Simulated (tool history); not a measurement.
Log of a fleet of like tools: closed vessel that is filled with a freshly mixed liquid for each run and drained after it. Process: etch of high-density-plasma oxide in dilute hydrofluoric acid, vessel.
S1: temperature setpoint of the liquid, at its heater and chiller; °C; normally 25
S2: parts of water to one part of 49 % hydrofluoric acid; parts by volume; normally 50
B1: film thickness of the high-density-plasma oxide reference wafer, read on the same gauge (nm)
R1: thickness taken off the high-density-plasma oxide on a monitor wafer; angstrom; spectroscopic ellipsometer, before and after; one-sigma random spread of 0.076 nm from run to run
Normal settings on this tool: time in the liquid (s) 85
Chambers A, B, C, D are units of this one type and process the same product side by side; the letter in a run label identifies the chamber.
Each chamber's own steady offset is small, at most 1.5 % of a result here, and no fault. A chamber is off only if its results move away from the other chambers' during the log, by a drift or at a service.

run 1D hour=11.6 | S1=25 S2=50 time_in_the_liquid_(s)=85 | B1=110.01 | R1=94.628
run 2B hour=24.4 | S1=25 S2=50 time_in_the_liquid_(s)=85 | B1=110 | R1=96.506
run 3C hour=34.5 | S1=25 S2=50 time_in_the_liquid_(s)=85 | B1=110.01 | R1=97.807
run 4A hour=44 | S1=25 S2=50 time_in_the_liquid_(s)=85 | B1=109.95 | R1=94.584
run 5A hour=51.4 | S1=25 S2=50 time_in_the_liquid_(s)=85 | B1=110.02 | R1=96.936
run 6B hour=64.2 | S1=25 S2=50 time_in_the_liquid_(s)=85 | B1=109.98 | R1=96.734
-- hour=71.7 chamber B: hydrofluoric acid flow meter replaced
run 7C hour=76.6 | S1=25 S2=50 time_in_the_liquid_(s)=85 | B1=109.98 | R1=97.686
run 8D hour=91.7 | S1=25 S2=50 time_in_the_liquid_(s)=85 | B1=110 | R1=95.438
-- hour=102.2 chamber B: thermometer replaced
run 9A hour=106 | S1=25 S2=50 time_in_the_liquid_(s)=85 | B1=110.04 | R1=95.138
run 10D hour=118.6 | S1=25 S2=50 time_in_the_liquid_(s)=85 | B1=109.99 | R1=93.555
run 11B hour=129.6 | S1=25 S2=50 time_in_the_liquid_(s)=85 | B1=110 | R1=96.868
run 12C hour=143.1 | S1=25 S2=50 time_in_the_liquid_(s)=85 | B1=110.01 | R1=96.368
run 13B hour=150.7 | S1=25 S2=50 time_in_the_liquid_(s)=85 | B1=110.01 | R1=95.134
run 14D hour=158 | S1=25 S2=50 time_in_the_liquid_(s)=85 | B1=109.99 | R1=95.275
run 15C hour=173.2 | S1=25 S2=50 time_in_the_liquid_(s)=85 | B1=110.02 | R1=96.903
run 16A hour=186.9 | S1=25 S2=50 time_in_the_liquid_(s)=85 | B1=110 | R1=91.175
run 17A hour=194.1 | S1=25 S2=50 time_in_the_liquid_(s)=85 | B1=110 | R1=89.18
run 18B hour=203.4 | S1=25 S2=50 time_in_the_liquid_(s)=85 | B1=109.99 | R1=97.427
-- hour=214 chamber D: hydrofluoric acid flow meter replaced
run 19C hour=218 | S1=25 S2=50 time_in_the_liquid_(s)=85 | B1=109.99 | R1=97.036
run 20D hour=231.8 | S1=25 S2=50 time_in_the_liquid_(s)=85 | B1=110.02 | R1=95.686
run 21D hour=241.7 | S1=25 S2=50 time_in_the_liquid_(s)=65 | B1=109.98 | R1=72.99
run 22A hour=254.5 | S1=25 S2=50 time_in_the_liquid_(s)=65 | B1=110.04 | R1=67.258
run 23C hour=269 | S1=25 S2=50 time_in_the_liquid_(s)=65 | B1=110 | R1=75.018
run 24B hour=276.9 | S1=25 S2=50 time_in_the_liquid_(s)=65 | B1=109.99 | R1=73.906
run 25C hour=285.4 | S1=25 S2=60 time_in_the_liquid_(s)=65 | B1=109.99 | R1=61.046
run 26A hour=299.6 | S1=25 S2=60 time_in_the_liquid_(s)=65 | B1=109.97 | R1=54.295

All chambers now run identical settings, listed one chamber a line with results as question marks. What results will each chamber show?
run 27A hour=310.8 | S1=25 S2=50 time_in_the_liquid_(s)=85 | R1=?
run 27B hour=310.8 | S1=25 S2=50 time_in_the_liquid_(s)=85 | R1=?
run 27C hour=310.8 | S1=25 S2=50 time_in_the_liquid_(s)=85 | R1=?
run 27D hour=310.8 | S1=25 S2=50 time_in_the_liquid_(s)=85 | R1=?

run=27A R1=86.064
run=27B R1=97.368
run=27C R1=95.38
run=27D R1=95.28

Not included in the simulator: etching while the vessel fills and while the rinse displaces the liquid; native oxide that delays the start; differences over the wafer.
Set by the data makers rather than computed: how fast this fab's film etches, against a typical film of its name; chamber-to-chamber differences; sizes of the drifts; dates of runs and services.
